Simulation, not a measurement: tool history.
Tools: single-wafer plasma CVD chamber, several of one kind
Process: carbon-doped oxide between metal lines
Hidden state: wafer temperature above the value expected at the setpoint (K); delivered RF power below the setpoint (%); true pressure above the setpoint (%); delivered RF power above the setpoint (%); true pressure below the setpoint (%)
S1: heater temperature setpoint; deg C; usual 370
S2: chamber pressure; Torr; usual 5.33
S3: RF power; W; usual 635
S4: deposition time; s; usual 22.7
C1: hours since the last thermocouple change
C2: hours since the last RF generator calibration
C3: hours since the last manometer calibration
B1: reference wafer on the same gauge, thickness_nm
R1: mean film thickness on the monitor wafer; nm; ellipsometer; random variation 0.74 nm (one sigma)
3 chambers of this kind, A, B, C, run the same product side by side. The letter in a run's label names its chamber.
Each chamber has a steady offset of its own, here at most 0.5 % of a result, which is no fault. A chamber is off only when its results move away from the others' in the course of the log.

run	day	S1	S2	S3	S4	C1	C2	C3	B1	R1
1A	0.221	370	5.33	635	22.7	1791.7	1202.8	171.4	113.07	130.27
2B	0.417	370	5.33	635	22.7	203.7	713.5	1744.9	112.85	128.68
3C	0.596	370	5.33	635	22.7	1057.2	956.5	494.5	112.95	130.93
4B	0.733	370	5.33	635	22.7	211.3	721.1	1752.5	112.92	129.50
5C	0.908	370	5.33	635	22.7	1064.7	964.0	502.0	112.97	130.45
6A	1.079	370	5.33	635	22.7	1812.3	1223.4	192.0	113.00	128.47
7A	1.229	370	5.33	635	22.7	1815.9	1227.0	195.6	112.88	129.23
8B	1.338	370	5.33	635	22.7	225.8	735.6	1767.0	113.03	129.03
9C	1.512	370	5.33	635	22.7	1079.2	978.5	516.5	112.94	130.35
10C	1.733	370	5.33	585	22.7	1084.5	983.8	521.8	112.94	123.74
11B	1.883	370	5.33	585	22.7	238.9	748.7	1780.1	113.18	123.81
12A	2.129	370	5.33	585	22.7	1837.5	1248.6	217.2	112.98	121.07
13B	2.304	370	5.33	635	22.7	249.0	758.8	1790.2	112.94	129.90
14C	2.521	370	5.33	635	22.7	1103.4	1002.7	540.7	112.97	127.83
15A	2.700	370	5.33	635	22.7	1851.2	1262.3	230.9	113.02	128.35
16B	2.867	370	5.33	635	22.7	262.5	772.3	1803.7	112.83	129.36
17C	3.000	370	5.33	635	22.7	1114.9	1014.2	552.2	112.96	129.41
18A	3.233	370	4.27	750	22.7	1864.0	1275.1	243.7	112.99	135.74
19B	3.433	370	4.27	750	22.7	276.1	785.9	1817.3	113.11	138.30
20A	3.562	370	4.27	750	22.7	1871.9	1283.0	251.6	113.09	135.56
21C	3.675	370	5.33	635	22.7	1131.1	1030.4	568.4	113.00	129.16
22B	3.875	384	5.33	635	19.6	286.7	796.5	1827.9	112.76	108.41
23C	4.012	384	5.33	635	19.6	1139.2	1038.5	576.5	112.87	108.92
24A	4.146	384	5.33	635	19.6	1885.9	1297.0	265.6	112.90	105.04
25C	4.333	370	5.33	635	22.7	1146.9	1046.2	584.2	112.90	129.00
26B	4.483	370	5.33	635	22.7	301.3	811.1	1842.5	112.91	130.62
27A	4.629	370	5.33	635	22.7	1897.5	1308.6	277.2	113.03	123.75

All 3 chambers run these settings next. Forecast each chamber's results:
28A	4.804	370	5.33	635	22.7					?
28B	4.804	370	5.33	635	22.7					?
28C	4.804	370	5.33	635	22.7					?

run	R1
28A	122.87
28B	129.75
28C	130.54
